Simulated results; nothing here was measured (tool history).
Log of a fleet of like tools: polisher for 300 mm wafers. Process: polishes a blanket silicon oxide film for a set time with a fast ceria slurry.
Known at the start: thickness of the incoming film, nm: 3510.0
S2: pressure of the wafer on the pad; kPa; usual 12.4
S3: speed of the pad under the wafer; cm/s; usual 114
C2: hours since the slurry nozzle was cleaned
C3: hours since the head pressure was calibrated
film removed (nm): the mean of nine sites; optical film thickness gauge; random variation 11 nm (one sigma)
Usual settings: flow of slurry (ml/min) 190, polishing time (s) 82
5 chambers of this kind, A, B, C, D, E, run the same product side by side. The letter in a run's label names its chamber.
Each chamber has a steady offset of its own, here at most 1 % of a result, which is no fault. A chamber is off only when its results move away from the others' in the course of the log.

{"run": "1B", "hour": 9.5, "flow of slurry (ml/min)": 190, "S2": 12.4, "S3": 114, "polishing time (s)": 82, "wafers polished on this pad": 406, "C2": 87.7, "C3": 266.0, "film removed (nm)": 956.79}
{"hour": 10.8, "done": "chamber E: worn pad replaced by a new one"}
{"hour": 15.9, "done": "chamber C: worn pad replaced by a new one"}
{"run": "2E", "hour": 23.5, "flow of slurry (ml/min)": 190, "S2": 12.4, "S3": 114, "polishing time (s)": 82, "wafers polished on this pad": 140, "C2": 579.0, "C3": 212.6, "film removed (nm)": 900.88}
{"run": "3D", "hour": 32.1, "flow of slurry (ml/min)": 190, "S2": 12.4, "S3": 114, "polishing time (s)": 82, "wafers polished on this pad": 646, "C2": 150.5, "C3": 380.6, "film removed (nm)": 915.72}
{"hour": 37.6, "done": "chamber A: slurry nozzle cleaned"}
{"hour": 44.5, "done": "chamber A: head pressure recalibrated"}
{"run": "4C", "hour": 44.6, "flow of slurry (ml/min)": 190, "S2": 12.4, "S3": 114, "polishing time (s)": 82, "wafers polished on this pad": 316, "C2": 368.5, "C3": 745.9, "film removed (nm)": 925.96}
{"run": "5A", "hour": 53.3, "flow of slurry (ml/min)": 190, "S2": 12.4, "S3": 114, "polishing time (s)": 82, "wafers polished on this pad": 998, "C2": 15.7, "C3": 8.8, "film removed (nm)": 921.15}
{"hour": 56.7, "done": "chamber D: worn pad replaced by a new one"}
{"hour": 61.7, "done": "chamber E: slurry nozzle cleaned"}
{"run": "6A", "hour": 62.3, "flow of slurry (ml/min)": 190, "S2": 12.4, "S3": 114, "polishing time (s)": 82, "wafers polished on this pad": 1097, "C2": 24.7, "C3": 17.8, "film removed (nm)": 944.97}
{"run": "7C", "hour": 76.0, "flow of slurry (ml/min)": 235, "S2": 12.4, "S3": 78, "polishing time (s)": 82, "wafers polished on this pad": 663, "C2": 399.9, "C3": 777.3, "film removed (nm)": 649.69}
{"run": "8D", "hour": 88.8, "flow of slurry (ml/min)": 235, "S2": 12.4, "S3": 78, "polishing time (s)": 82, "wafers polished on this pad": 354, "C2": 207.2, "C3": 437.3, "film removed (nm)": 656.78}
{"hour": 96.2, "done": "chamber B: head pressure recalibrated"}
{"run": "9B", "hour": 97.3, "flow of slurry (ml/min)": 235, "S2": 12.4, "S3": 78, "polishing time (s)": 82, "wafers polished on this pad": 1374, "C2": 175.5, "C3": 1.1, "film removed (nm)": 657.44}
{"hour": 98.0, "done": "chamber B: worn pad replaced by a new one"}
{"hour": 102.2, "done": "chamber C: head pressure recalibrated"}
{"run": "10E", "hour": 109.7, "flow of slurry (ml/min)": 235, "S2": 12.4, "S3": 78, "polishing time (s)": 82, "wafers polished on this pad": 1091, "C2": 48.0, "C3": 298.8, "film removed (nm)": 637.49}
{"run": "11D", "hour": 116.3, "flow of slurry (ml/min)": 235, "S2": 12.4, "S3": 78, "polishing time (s)": 82, "wafers polished on this pad": 658, "C2": 234.7, "C3": 464.8, "film removed (nm)": 663.09}
{"hour": 127.7, "done": "chamber E: worn pad replaced by a new one"}
{"run": "12E", "hour": 127.7, "flow of slurry (ml/min)": 190, "S2": 12.4, "S3": 114, "polishing time (s)": 82, "wafers polished on this pad": 0, "C2": 66.0, "C3": 316.8, "film removed (nm)": 918.98}
{"hour": 133.7, "done": "chamber D: worn pad replaced by a new one"}
{"run": "13A", "hour": 136.5, "flow of slurry (ml/min)": 190, "S2": 12.4, "S3": 114, "polishing time (s)": 82, "wafers polished on this pad": 1915, "C2": 98.9, "C3": 92.0, "film removed (nm)": 933.5}
{"hour": 143.3, "done": "chamber C: worn pad replaced by a new one"}
{"run": "14B", "hour": 150.1, "flow of slurry (ml/min)": 190, "S2": 12.4, "S3": 114, "polishing time (s)": 82, "wafers polished on this pad": 574, "C2": 228.3, "C3": 53.9, "film removed (nm)": 930.98}
{"run": "15C", "hour": 159.6, "flow of slurry (ml/min)": 190, "S2": 12.4, "S3": 114, "polishing time (s)": 82, "wafers polished on this pad": 180, "C2": 483.5, "C3": 57.4, "film removed (nm)": 940.51}
{"run": "16B", "hour": 167.9, "flow of slurry (ml/min)": 190, "S2": 12.4, "S3": 114, "polishing time (s)": 82, "wafers polished on this pad": 771, "C2": 246.1, "C3": 71.7, "film removed (nm)": 931.23}
{"run": "17A", "hour": 181.1, "flow of slurry (ml/min)": 190, "S2": 12.4, "S3": 114, "polishing time (s)": 82, "wafers polished on this pad": 2407, "C2": 143.5, "C3": 136.6, "film removed (nm)": 905.09}
{"run": "18C", "hour": 196.1, "flow of slurry (ml/min)": 190, "S2": 12.4, "S3": 114, "polishing time (s)": 82, "wafers polished on this pad": 583, "C2": 520.0, "C3": 93.9, "film removed (nm)": 919.75}
{"hour": 200.8, "done": "chamber B: worn pad replaced by a new one"}
{"run": "19E", "hour": 205.6, "flow of slurry (ml/min)": 190, "S2": 12.4, "S3": 114, "polishing time (s)": 82, "wafers polished on this pad": 859, "C2": 143.9, "C3": 394.7, "film removed (nm)": 903.97}
{"run": "20D", "hour": 220.6, "flow of slurry (ml/min)": 190, "S2": 12.4, "S3": 114, "polishing time (s)": 82, "wafers polished on this pad": 958, "C2": 339.0, "C3": 569.1, "film removed (nm)": 935.93}
{"hour": 222.8, "done": "chamber D: worn pad replaced by a new one"}
{"run": "21E", "hour": 231.4, "flow of slurry (ml/min)": 190, "S2": 12.4, "S3": 114, "polishing time (s)": 82, "wafers polished on this pad": 1144, "C2": 169.7, "C3": 420.5, "film removed (nm)": 912.99}
{"hour": 233.8, "done": "chamber D: slurry nozzle cleaned"}
{"run": "22D", "hour": 239.7, "flow of slurry (ml/min)": 190, "S2": 12.4, "S3": 114, "polishing time (s)": 82, "wafers polished on this pad": 187, "C2": 5.9, "C3": 588.2, "film removed (nm)": 938.13}
{"hour": 243.4, "done": "chamber E: worn pad replaced by a new one"}
{"run": "23B", "hour": 251.6, "flow of slurry (ml/min)": 190, "S2": 12.4, "S3": 114, "polishing time (s)": 82, "wafers polished on this pad": 560, "C2": 329.8, "C3": 155.4, "film removed (nm)": 943.03}
{"run": "24C", "hour": 260.3, "flow of slurry (ml/min)": 190, "S2": 12.4, "S3": 114, "polishing time (s)": 82, "wafers polished on this pad": 1290, "C2": 584.2, "C3": 158.1, "film removed (nm)": 922.34}
{"run": "25A", "hour": 270.7, "flow of slurry (ml/min)": 190, "S2": 12.4, "S3": 114, "polishing time (s)": 82, "wafers polished on this pad": 3395, "C2": 233.1, "C3": 226.2, "film removed (nm)": 880.68}
{"run": "26C", "hour": 279.4, "flow of slurry (ml/min)": 190, "S2": 16.5, "S3": 114, "polishing time (s)": 97, "wafers polished on this pad": 1501, "C2": 603.3, "C3": 177.2, "film removed (nm)": 1461.2}
{"hour": 281.7, "done": "chamber C: worn pad replaced by a new one"}
{"hour": 282.9, "done": "chamber E: head pressure recalibrated"}
{"run": "27D", "hour": 287.1, "flow of slurry (ml/min)": 190, "S2": 16.5, "S3": 114, "polishing time (s)": 97, "wafers polished on this pad": 709, "C2": 53.3, "C3": 635.6, "film removed (nm)": 1448.2}
{"run": "28E", "hour": 294.7, "flow of slurry (ml/min)": 190, "S2": 16.5, "S3": 114, "polishing time (s)": 97, "wafers polished on this pad": 566, "C2": 233.0, "C3": 11.8, "film removed (nm)": 1474.1}
{"hour": 305.0, "done": "chamber D: worn pad replaced by a new one"}
{"run": "29A", "hour": 305.7, "flow of slurry (ml/min)": 190, "S2": 16.5, "S3": 114, "polishing time (s)": 97, "wafers polished on this pad": 3780, "C2": 268.1, "C3": 261.2, "film removed (nm)": 1366.5}
{"run": "30B", "hour": 312.4, "flow of slurry (ml/min)": 190, "S2": 16.5, "S3": 114, "polishing time (s)": 97, "wafers polished on this pad": 1231, "C2": 390.6, "C3": 216.2, "film removed (nm)": 1465.9}
{"run": "31D", "hour": 320.8, "flow of slurry (ml/min)": 190, "S2": 12.4, "S3": 114, "polishing time (s)": 82, "wafers polished on this pad": 174, "C2": 87.0, "C3": 669.3, "film removed (nm)": 930.89}
{"hour": 324.5, "done": "chamber B: worn pad replaced by a new one"}
{"hour": 325.3, "done": "chamber B: slurry nozzle cleaned"}
{"hour": 329.5, "done": "chamber C: slurry nozzle cleaned"}
{"run": "32A", "hour": 333.0, "flow of slurry (ml/min)": 190, "S2": 12.4, "S3": 114, "polishing time (s)": 82, "wafers polished on this pad": 4081, "C2": 295.4, "C3": 288.5, "film removed (nm)": 882.84}
{"run": "33B", "hour": 343.3, "flow of slurry (ml/min)": 190, "S2": 12.4, "S3": 114, "polishing time (s)": 82, "wafers polished on this pad": 208, "C2": 18.0, "C3": 247.1, "film removed (nm)": 941.17}
{"run": "34C", "hour": 357.9, "flow of slurry (ml/min)": 135, "S2": 12.4, "S3": 114, "polishing time (s)": 64, "wafers polished on this pad": 840, "C2": 28.5, "C3": 255.7, "film removed (nm)": 678.32}
{"hour": 362.6, "done": "chamber E: worn pad replaced by a new one"}
{"run": "35E", "hour": 364.7, "flow of slurry (ml/min)": 135, "S2": 12.4, "S3": 114, "polishing time (s)": 64, "wafers polished on this pad": 24, "C2": 303.0, "C3": 81.8, "film removed (nm)": 672.27}
{"run": "36B", "hour": 372.0, "flow of slurry (ml/min)": 135, "S2": 12.4, "S3": 114, "polishing time (s)": 64, "wafers polished on this pad": 524, "C2": 46.7, "C3": 275.8, "film removed (nm)": 691.21}
{"run": "37C", "hour": 380.2, "flow of slurry (ml/min)": 135, "S2": 12.4, "S3": 114, "polishing time (s)": 64, "wafers polished on this pad": 1086, "C2": 50.8, "C3": 278.0, "film removed (nm)": 708.28}
{"run": "38A", "hour": 392.8, "flow of slurry (ml/min)": 135, "S2": 12.4, "S3": 114, "polishing time (s)": 64, "wafers polished on this pad": 4741, "C2": 355.2, "C3": 348.3, "film removed (nm)": 643.37}
{"hour": 398.3, "done": "chamber D: worn pad replaced by a new one"}
{"run": "39E", "hour": 406.1, "flow of slurry (ml/min)": 190, "S2": 12.4, "S3": 114, "polishing time (s)": 82, "wafers polished on this pad": 480, "C2": 344.4, "C3": 123.2, "film removed (nm)": 918.73}
{"run": "40D", "hour": 418.6, "flow of slurry (ml/min)": 190, "S2": 12.4, "S3": 114, "polishing time (s)": 82, "wafers polished on this pad": 224, "C2": 184.8, "C3": 767.1, "film removed (nm)": 941.58}
{"run": "41D", "hour": 428.7, "flow of slurry (ml/min)": 190, "S2": 12.4, "S3": 114, "polishing time (s)": 82, "wafers polished on this pad": 335, "C2": 194.9, "C3": 777.2, "film removed (nm)": 933.47}
{"run": "42E", "hour": 436.7, "flow of slurry (ml/min)": 190, "S2": 12.4, "S3": 114, "polishing time (s)": 82, "wafers polished on this pad": 817, "C2": 375.0, "C3": 153.8, "film removed (nm)": 918.39}

Next, every chamber runs the same settings. What will each give?
{"run": "43A", "hour": 447.6, "flow of slurry (ml/min)": 190, "S2": 12.4, "S3": 114, "polishing time (s)": 82, "film removed (nm)": "?"}
{"run": "43B", "hour": 447.6, "flow of slurry (ml/min)": 190, "S2": 12.4, "S3": 114, "polishing time (s)": 82, "film removed (nm)": "?"}
{"run": "43C", "hour": 447.6, "flow of slurry (ml/min)": 190, "S2": 12.4, "S3": 114, "polishing time (s)": 82, "film removed (nm)": "?"}
{"run": "43D", "hour": 447.6, "flow of slurry (ml/min)": 190, "S2": 12.4, "S3": 114, "polishing time (s)": 82, "film removed (nm)": "?"}
{"run": "43E", "hour": 447.6, "flow of slurry (ml/min)": 190, "S2": 12.4, "S3": 114, "polishing time (s)": 82, "film removed (nm)": "?"}

run=43A film_removed_(nm)=838.37
run=43B film_removed_(nm)=928.75
run=43C film_removed_(nm)=928.50
run=43D film_removed_(nm)=913.97
run=43E film_removed_(nm)=950.48

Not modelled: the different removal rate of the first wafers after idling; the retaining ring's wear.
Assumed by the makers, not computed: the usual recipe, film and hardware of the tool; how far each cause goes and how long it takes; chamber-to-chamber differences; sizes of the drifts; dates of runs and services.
